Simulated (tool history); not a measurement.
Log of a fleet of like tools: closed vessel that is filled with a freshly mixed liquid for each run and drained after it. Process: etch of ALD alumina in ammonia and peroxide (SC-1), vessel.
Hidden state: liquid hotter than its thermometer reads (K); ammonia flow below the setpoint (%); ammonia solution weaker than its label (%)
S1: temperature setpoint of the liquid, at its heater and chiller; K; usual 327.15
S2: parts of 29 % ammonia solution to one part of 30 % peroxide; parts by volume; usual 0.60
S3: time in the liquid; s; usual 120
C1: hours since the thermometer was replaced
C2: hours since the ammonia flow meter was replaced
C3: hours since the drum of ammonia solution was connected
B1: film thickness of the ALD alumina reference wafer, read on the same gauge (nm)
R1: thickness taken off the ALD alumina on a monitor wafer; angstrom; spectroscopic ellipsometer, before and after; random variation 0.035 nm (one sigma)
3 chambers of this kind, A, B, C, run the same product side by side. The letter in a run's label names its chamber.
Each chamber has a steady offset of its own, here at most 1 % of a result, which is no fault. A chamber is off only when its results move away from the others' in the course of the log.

{"run": "1C", "day": 0.583, "S1": 327.15, "S2": 0.6, "S3": 120, "C1": 1132.2, "C2": 383.4, "C3": 487.9, "B1": 99.992, "R1": 72.372}
{"day": 0.946, "done": "chamber C: new drum of ammonia solution connected"}
{"run": "2B", "day": 1.225, "S1": 327.15, "S2": 0.6, "S3": 120, "C1": 1923.8, "C2": 986.6, "C3": 162.7, "B1": 99.992, "R1": 71.846}
{"run": "3A", "day": 1.729, "S1": 327.15, "S2": 0.6, "S3": 120, "C1": 494.4, "C2": 480.2, "C3": 278.5, "B1": 100.01, "R1": 71.728}
{"run": "4C", "day": 2.296, "S1": 327.15, "S2": 0.6, "S3": 120, "C1": 1173.3, "C2": 424.5, "C3": 32.5, "B1": 99.963, "R1": 72.36}
{"run": "5A", "day": 2.883, "S1": 318.15, "S2": 0.6, "S3": 120, "C1": 522.1, "C2": 507.9, "C3": 306.2, "B1": 99.976, "R1": 43.349}
{"run": "6B", "day": 3.362, "S1": 318.15, "S2": 0.6, "S3": 120, "C1": 1975.1, "C2": 1037.9, "C3": 214.0, "B1": 100.01, "R1": 44.121}
{"run": "7B", "day": 4.004, "S1": 318.15, "S2": 0.6, "S3": 120, "C1": 1990.5, "C2": 1053.3, "C3": 229.4, "B1": 100.01, "R1": 43.646}
{"run": "8C", "day": 4.6, "S1": 331.65, "S2": 0.45, "S3": 120, "C1": 1228.6, "C2": 479.8, "C3": 87.8, "B1": 99.997, "R1": 89.896}
{"run": "9A", "day": 4.888, "S1": 331.65, "S2": 0.45, "S3": 120, "C1": 570.2, "C2": 556.0, "C3": 354.3, "B1": 99.985, "R1": 88.951}
{"run": "10A", "day": 5.279, "S1": 331.65, "S2": 0.45, "S3": 120, "C1": 579.6, "C2": 565.4, "C3": 363.7, "B1": 100.0, "R1": 88.588}
{"day": 5.408, "done": "chamber C: ammonia flow meter replaced"}
{"run": "11B", "day": 5.617, "S1": 327.15, "S2": 0.6, "S3": 120, "C1": 2029.2, "C2": 1092.0, "C3": 268.1, "B1": 100.03, "R1": 72.786}
{"run": "12C", "day": 6.083, "S1": 327.15, "S2": 0.6, "S3": 120, "C1": 1264.2, "C2": 16.2, "C3": 123.4, "B1": 99.988, "R1": 72.084}
{"run": "13C", "day": 6.529, "S1": 327.15, "S2": 0.6, "S3": 120, "C1": 1274.9, "C2": 26.9, "C3": 134.1, "B1": 99.987, "R1": 72.463}
{"run": "14B", "day": 7.158, "S1": 327.15, "S2": 0.6, "S3": 120, "C1": 2066.2, "C2": 1129.0, "C3": 305.1, "B1": 100.01, "R1": 71.415}
{"run": "15A", "day": 7.729, "S1": 327.15, "S2": 0.6, "S3": 120, "C1": 638.4, "C2": 624.2, "C3": 422.5, "B1": 100.02, "R1": 72.052}
{"run": "16B", "day": 8.117, "S1": 327.15, "S2": 0.6, "S3": 120, "C1": 2089.2, "C2": 1152.0, "C3": 328.1, "B1": 100.0, "R1": 72.137}
{"run": "17C", "day": 8.508, "S1": 327.15, "S2": 0.6, "S3": 120, "C1": 1322.4, "C2": 74.4, "C3": 181.6, "B1": 100.03, "R1": 72.835}
{"run": "18A", "day": 8.8, "S1": 327.15, "S2": 0.6, "S3": 120, "C1": 664.1, "C2": 649.9, "C3": 448.2, "B1": 100.01, "R1": 72.008}
{"run": "19A", "day": 9.417, "S1": 327.15, "S2": 0.6, "S3": 120, "C1": 678.9, "C2": 664.7, "C3": 463.0, "B1": 99.991, "R1": 71.626}
{"day": 9.496, "done": "chamber B: new drum of ammonia solution connected"}
{"run": "20C", "day": 9.746, "S1": 327.15, "S2": 0.6, "S3": 120, "C1": 1352.1, "C2": 104.1, "C3": 211.3, "B1": 100.01, "R1": 73.093}
{"run": "21B", "day": 10.117, "S1": 327.15, "S2": 0.6, "S3": 120, "C1": 2137.2, "C2": 1200.0, "C3": 14.9, "B1": 100.0, "R1": 72.247}
{"run": "22B", "day": 10.512, "S1": 327.15, "S2": 0.6, "S3": 120, "C1": 2146.7, "C2": 1209.5, "C3": 24.4, "B1": 99.995, "R1": 72.798}
{"run": "23A", "day": 11.071, "S1": 327.15, "S2": 0.6, "S3": 120, "C1": 718.6, "C2": 704.4, "C3": 502.7, "B1": 99.995, "R1": 72.012}
{"run": "24C", "day": 11.712, "S1": 327.15, "S2": 0.6, "S3": 120, "C1": 1399.3, "C2": 151.3, "C3": 258.5, "B1": 99.992, "R1": 74.005}
{"run": "25A", "day": 12.175, "S1": 327.15, "S2": 0.6, "S3": 120, "C1": 745.1, "C2": 730.9, "C3": 529.2, "B1": 100.0, "R1": 71.695}
{"run": "26C", "day": 12.617, "S1": 327.15, "S2": 0.6, "S3": 120, "C1": 1421.0, "C2": 173.0, "C3": 280.2, "B1": 99.992, "R1": 74.263}
{"run": "27B", "day": 13.025, "S1": 327.15, "S2": 0.6, "S3": 120, "C1": 2207.0, "C2": 1269.8, "C3": 84.7, "B1": 100.01, "R1": 72.256}
{"run": "28B", "day": 13.517, "S1": 327.15, "S2": 0.6, "S3": 120, "C1": 2218.8, "C2": 1281.6, "C3": 96.5, "B1": 100.01, "R1": 71.527}
{"run": "29C", "day": 14.125, "S1": 327.15, "S2": 0.85, "S3": 120, "C1": 1457.2, "C2": 209.2, "C3": 316.4, "B1": 100.0, "R1": 77.328}
{"run": "30A", "day": 14.496, "S1": 327.15, "S2": 0.85, "S3": 120, "C1": 800.8, "C2": 786.6, "C3": 584.9, "B1": 99.98, "R1": 75.181}
{"run": "31A", "day": 14.838, "S1": 327.15, "S2": 0.85, "S3": 120, "C1": 809.0, "C2": 794.8, "C3": 593.1, "B1": 99.993, "R1": 74.188}

What goes on in this fleet: one chamber off, a drifting gauge, or nothing beyond the chambers' own small offsets? Name the chamber and the cause, if any.

Chamber C drifts away from the others.
Cause: liquid hotter than its thermometer reads (K) = 0.797.

Here are 4 candidates for chamber C's next run, each the usual settings with a change, their results left as question marks. Which one brings its results back in line with what the others give on the usual settings?
In line means no further than this from the other chambers' mean on the usual settings: R1 1.200 angstrom
{"run": "32C-1", "day": 15.3, "S1": 327.15, "S2": 0.85, "S3": 120, "R1": "?"}
{"run": "32C-2", "day": 15.3, "S1": 326.65, "S2": 0.6, "S3": 115, "R1": "?"}
{"run": "32C-3", "day": 15.3, "S1": 327.15, "S2": 0.6, "S3": 115, "R1": "?"}
{"run": "32C-4", "day": 15.3, "S1": 327.65, "S2": 0.6, "S3": 125, "R1": "?"}

The other chambers' mean on the usual settings: R1 72.157 angstrom
run=32C-1 R1=77.714
run=32C-2 R1=70.108
run=32C-3 R1=72.040
run=32C-4 R1=80.412
32C-3 brings the chamber back in line.
